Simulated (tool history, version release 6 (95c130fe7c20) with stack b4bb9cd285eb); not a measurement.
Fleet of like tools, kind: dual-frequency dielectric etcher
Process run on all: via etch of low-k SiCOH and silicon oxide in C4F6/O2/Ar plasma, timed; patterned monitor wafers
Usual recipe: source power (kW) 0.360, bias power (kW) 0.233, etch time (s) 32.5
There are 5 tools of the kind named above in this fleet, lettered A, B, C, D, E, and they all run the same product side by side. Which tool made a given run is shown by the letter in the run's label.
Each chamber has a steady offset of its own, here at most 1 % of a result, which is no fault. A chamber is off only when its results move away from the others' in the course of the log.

| run | hour | source power (kW) | bias power (kW) | etch time (s) | hours since the last wet clean | hours since the last source power generator calibration | hours since the last bias power generator calibration | read-back reference wafer on the same gauge, depth_nm | mean etch depth across the wafer (angstrom) |
|---|---|---|---|---|---|---|---|---|---|
| 1A | 9.5 | 0.360 | 0.233 | 32.5 | 384.0 | 37.7 | 1794.1 | 77.490 | 800.48 |
|  | 16.5 | chamber D: bias power generator calibrated |
|  | 20.9 | chamber E: wet clean of the chamber |
| 2B | 22.9 | 0.360 | 0.233 | 32.5 | 72.4 | 1717.8 | 1871.3 | 77.554 | 803.73 |
| 3E | 34.7 | 0.360 | 0.233 | 32.5 | 13.8 | 933.4 | 1530.0 | 77.490 | 799.37 |
| 4D | 48.7 | 0.360 | 0.233 | 32.5 | 56.7 | 395.4 | 32.3 | 77.462 | 808.18 |
| 5C | 58.0 | 0.360 | 0.233 | 32.5 | 151.7 | 2742.9 | 226.7 | 77.450 | 804.93 |
| 6C | 72.2 | 0.360 | 0.233 | 32.5 | 165.9 | 2757.1 | 240.9 | 77.500 | 803.78 |
| 7A | 85.0 | 0.360 | 0.233 | 32.5 | 459.5 | 113.2 | 1869.6 | 77.497 | 802.29 |
| 8D | 92.7 | 0.360 | 0.233 | 32.5 | 100.7 | 439.4 | 76.3 | 77.506 | 807.21 |
| 9B | 106.4 | 0.360 | 0.233 | 32.5 | 155.9 | 1801.3 | 1954.8 | 77.477 | 803.57 |
|  | 110.3 | chamber A: wet clean of the chamber |
| 10E | 118.8 | 0.290 | 0.233 | 32.5 | 97.9 | 1017.5 | 1614.1 | 77.519 | 734.13 |
| 11D | 125.6 | 0.290 | 0.233 | 32.5 | 133.6 | 472.3 | 109.2 | 77.519 | 742.93 |
| 12A | 133.1 | 0.290 | 0.233 | 32.5 | 22.8 | 161.3 | 1917.7 | 77.533 | 738.56 |
| 13C | 141.5 | 0.290 | 0.233 | 32.5 | 235.2 | 2826.4 | 310.2 | 77.508 | 741.39 |
| 14E | 156.0 | 0.290 | 0.233 | 32.5 | 135.1 | 1054.7 | 1651.3 | 77.506 | 737.63 |
| 15B | 169.9 | 0.360 | 0.267 | 32.5 | 219.4 | 1864.8 | 2018.3 | 77.508 | 843.42 |
| 16A | 177.4 | 0.360 | 0.267 | 32.5 | 67.1 | 205.6 | 1962.0 | 77.520 | 838.88 |
| 17D | 191.0 | 0.360 | 0.267 | 32.5 | 199.0 | 537.7 | 174.6 | 77.507 | 847.82 |
| 18C | 198.1 | 0.360 | 0.267 | 32.5 | 291.8 | 2883.0 | 366.8 | 77.466 | 854.71 |
| 19B | 207.5 | 0.360 | 0.267 | 32.5 | 257.0 | 1902.4 | 2055.9 | 77.473 | 844.27 |
| 20E | 215.5 | 0.360 | 0.233 | 32.5 | 194.6 | 1114.2 | 1710.8 | 77.484 | 800.62 |
| 21C | 221.9 | 0.360 | 0.233 | 32.5 | 315.6 | 2906.8 | 390.6 | 77.463 | 817.72 |
| 22B | 231.4 | 0.360 | 0.233 | 32.5 | 280.9 | 1926.3 | 2079.8 | 77.486 | 803.43 |
| 23E | 238.7 | 0.360 | 0.184 | 32.5 | 217.8 | 1137.4 | 1734.0 | 77.484 | 738.21 |
| 24A | 246.7 | 0.360 | 0.184 | 32.5 | 136.4 | 274.9 | 2031.3 | 77.500 | 741.34 |
| 25D | 259.7 | 0.360 | 0.184 | 32.5 | 267.7 | 606.4 | 243.3 | 77.477 | 748.24 |
| 26D | 268.9 | 0.360 | 0.184 | 32.5 | 276.9 | 615.6 | 252.5 | 77.507 | 748.85 |
| 27C | 280.7 | 0.360 | 0.184 | 32.5 | 374.4 | 2965.6 | 449.4 | 77.468 | 763.51 |
| 28E | 287.6 | 0.390 | 0.233 | 32.5 | 266.7 | 1186.3 | 1782.9 | 77.499 | 824.15 |
| 29A | 300.2 | 0.390 | 0.233 | 32.5 | 189.9 | 328.4 | 2084.8 | 77.496 | 826.17 |
| 30B | 314.6 | 0.390 | 0.233 | 32.5 | 364.1 | 2009.5 | 2163.0 | 77.504 | 834.47 |
|  | 323.6 | chamber E: bias power generator calibrated |
| 31E | 327.9 | 0.390 | 0.233 | 32.5 | 307.0 | 1226.6 | 4.4 | 77.490 | 820.21 |

Has any chamber moved away from the others, gradually or after a service, or does the common gauge drift, or do the chambers differ only by their own small steady offsets? State the chamber and the most likely cause if one applies.

One chamber, C, drifts off from the rest bit by bit.
Most likely cause: etch rate over this chamber's usual, % = 2.93.

Chamber C could run next with any of the 4 candidate recipes listed below; each alters the usual settings, and their results appear as question marks. Which one brings its results back in line with what the other chambers deliver on the usual settings?
In line here means within this much of the mean the other chambers give on the usual settings: mean etch depth across the wafer (angstrom) 6.60
| 32C-1 | 338.3 | 0.360 | 0.234 | 33.5 |  |  |  |  | ? |
| 32C-2 | 338.3 | 0.340 | 0.224 | 32.5 |  |  |  |  | ? |
| 32C-3 | 338.3 | 0.360 | 0.233 | 33.0 |  |  |  |  | ? |
| 32C-4 | 338.3 | 0.360 | 0.233 | 32.0 |  |  |  |  | ? |

Average result of the remaining chambers running the usual settings: mean etch depth across the wafer (angstrom) 803.36
| run | mean etch depth across the wafer (angstrom) |
|---|---|
| 32C-1 | 856.41 |
| 32C-2 | 801.51 |
| 32C-3 | 842.43 |
| 32C-4 | 816.91 |
It is 32C-2 that realigns the chamber with its peers.

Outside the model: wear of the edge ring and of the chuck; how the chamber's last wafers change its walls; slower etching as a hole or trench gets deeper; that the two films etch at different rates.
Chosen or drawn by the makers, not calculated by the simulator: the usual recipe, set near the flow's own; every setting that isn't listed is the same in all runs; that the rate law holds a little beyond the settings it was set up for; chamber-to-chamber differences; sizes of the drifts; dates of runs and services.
